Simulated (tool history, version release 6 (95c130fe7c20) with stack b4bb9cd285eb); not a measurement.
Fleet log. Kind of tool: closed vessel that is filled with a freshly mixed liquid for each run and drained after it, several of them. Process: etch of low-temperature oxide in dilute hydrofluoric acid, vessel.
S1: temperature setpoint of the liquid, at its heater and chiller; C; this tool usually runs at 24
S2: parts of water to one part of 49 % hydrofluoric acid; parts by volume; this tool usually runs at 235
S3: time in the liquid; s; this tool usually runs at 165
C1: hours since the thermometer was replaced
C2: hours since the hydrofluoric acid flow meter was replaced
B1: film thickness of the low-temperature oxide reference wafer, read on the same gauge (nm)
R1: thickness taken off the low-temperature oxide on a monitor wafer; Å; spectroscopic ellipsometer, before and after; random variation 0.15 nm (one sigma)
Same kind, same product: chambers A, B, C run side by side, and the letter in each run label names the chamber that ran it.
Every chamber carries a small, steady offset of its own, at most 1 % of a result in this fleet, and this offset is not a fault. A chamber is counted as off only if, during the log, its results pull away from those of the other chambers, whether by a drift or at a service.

| run | hour | S1 | S2 | S3 | C1 | C2 | B1 | R1 |
|---|---|---|---|---|---|---|---|---|
| 1C | 6.1 | 24 | 235 | 165 | 2639.8 | 2054.9 | 109.98 | 174.95 |
| 2A | 13.8 | 24 | 235 | 165 | 867.8 | 375.2 | 109.96 | 175.31 |
| 3B | 18.4 | 24 | 235 | 165 | 1781.4 | 1260.3 | 109.96 | 175.29 |
| 4C | 24.3 | 24 | 235 | 165 | 2658 | 2073.1 | 110 | 172.94 |
| 5B | 27.9 | 24 | 235 | 165 | 1790.9 | 1269.8 | 109.99 | 175.63 |
| 6A | 35.1 | 24 | 235 | 165 | 889.1 | 396.5 | 110.03 | 174.62 |
| 7B | 42.4 | 24 | 235 | 165 | 1805.4 | 1284.3 | 109.97 | 176.26 |
| 8C | 46.9 | 24 | 235 | 195 | 2680.6 | 2095.7 | 110.03 | 202.45 |
| 9A | 51 | 24 | 235 | 195 | 905 | 412.4 | 110 | 203.83 |
| 10A | 58.2 | 24 | 235 | 195 | 912.2 | 419.6 | 109.99 | 204.86 |
| 11B | 61.6 | 24 | 235 | 165 | 1824.6 | 1303.5 | 109.99 | 176.12 |
| 12C | 68.7 | 24 | 235 | 165 | 2702.4 | 2117.5 | 110.01 | 172.44 |
| 13B | 73.9 | 24 | 235 | 165 | 1836.9 | 1315.8 | 109.96 | 174.24 |
| 14A | 78 | 24 | 235 | 165 | 932 | 439.4 | 109.98 | 174.64 |
| 15C | 82.2 | 24 | 235 | 165 | 2715.9 | 2131 | 109.98 | 172.59 |
| 16B | 87.7 | 24 | 235 | 165 | 1850.7 | 1329.6 | 110 | 176.26 |
| 17A | 91.7 | 24 | 235 | 165 | 945.7 | 453.1 | 109.96 | 175.95 |
| 18C | 97.8 | 24 | 235 | 165 | 2731.5 | 2146.6 | 110.01 | 174.13 |
| 19B | 102.9 | 20.5 | 235 | 235 | 1865.9 | 1344.8 | 110.03 | 225.21 |
| 20A | 110.3 | 20.5 | 235 | 235 | 964.3 | 471.7 | 110.05 | 219.88 |
| 21C | 117.2 | 20.5 | 235 | 235 | 2750.9 | 2166 | 109.95 | 216.4 |
| 22B | 124.8 | 24 | 235 | 165 | 1887.8 | 1366.7 | 110 | 180.53 |
| 23C | 132.6 | 24 | 235 | 165 | 2766.3 | 2181.4 | 110.01 | 172.81 |
| 24A | 136.1 | 24 | 235 | 165 | 990.1 | 497.5 | 110.04 | 174.26 |
| 25B | 139.9 | 24 | 235 | 165 | 1902.9 | 1381.8 | 109.99 | 183.37 |
| 26A | 143.6 | 26 | 235 | 165 | 997.6 | 505 | 109.99 | 188.3 |
| 27C | 148.4 | 26 | 235 | 165 | 2782.1 | 2197.2 | 109.98 | 185.56 |
| 28C | 154 | 26 | 235 | 165 | 2787.7 | 2202.8 | 109.97 | 185.97 |
| 29A | 158.5 | 24 | 235 | 165 | 1012.5 | 519.9 | 110.02 | 175.14 |
| 30B | 166.3 | 24 | 235 | 165 | 1929.3 | 1408.2 | 110.04 | 187.51 |
| 31B | 171.9 | 24 | 235 | 165 | 1934.9 | 1413.8 | 110.02 | 182.87 |
| 32C | 176.1 | 24 | 235 | 165 | 2809.8 | 2224.9 | 109.97 | 172.88 |
|  | 176.3 | chamber C: hydrofluoric acid flow meter replaced |
| 33A | 180.8 | 26.5 | 235 | 165 | 1034.8 | 542.2 | 109.98 | 190.73 |
| 34B | 188.5 | 26.5 | 235 | 165 | 1951.5 | 1430.4 | 109.99 | 203.2 |
| 35C | 194.1 | 26.5 | 235 | 165 | 2827.8 | 17.9 | 109.97 | 188.97 |

Each of the 3 chambers runs these same settings next. Fill in every chamber's results:
| 36A | 199.7 | 19.5 | 235 | 165 |  |  |  | ? |
| 36B | 199.7 | 19.5 | 235 | 165 |  |  |  | ? |
| 36C | 199.7 | 19.5 | 235 | 165 |  |  |  | ? |

| run | R1 |
|---|---|
| 36A | 149.18 |
| 36B | 158.85 |
| 36C | 147.12 |

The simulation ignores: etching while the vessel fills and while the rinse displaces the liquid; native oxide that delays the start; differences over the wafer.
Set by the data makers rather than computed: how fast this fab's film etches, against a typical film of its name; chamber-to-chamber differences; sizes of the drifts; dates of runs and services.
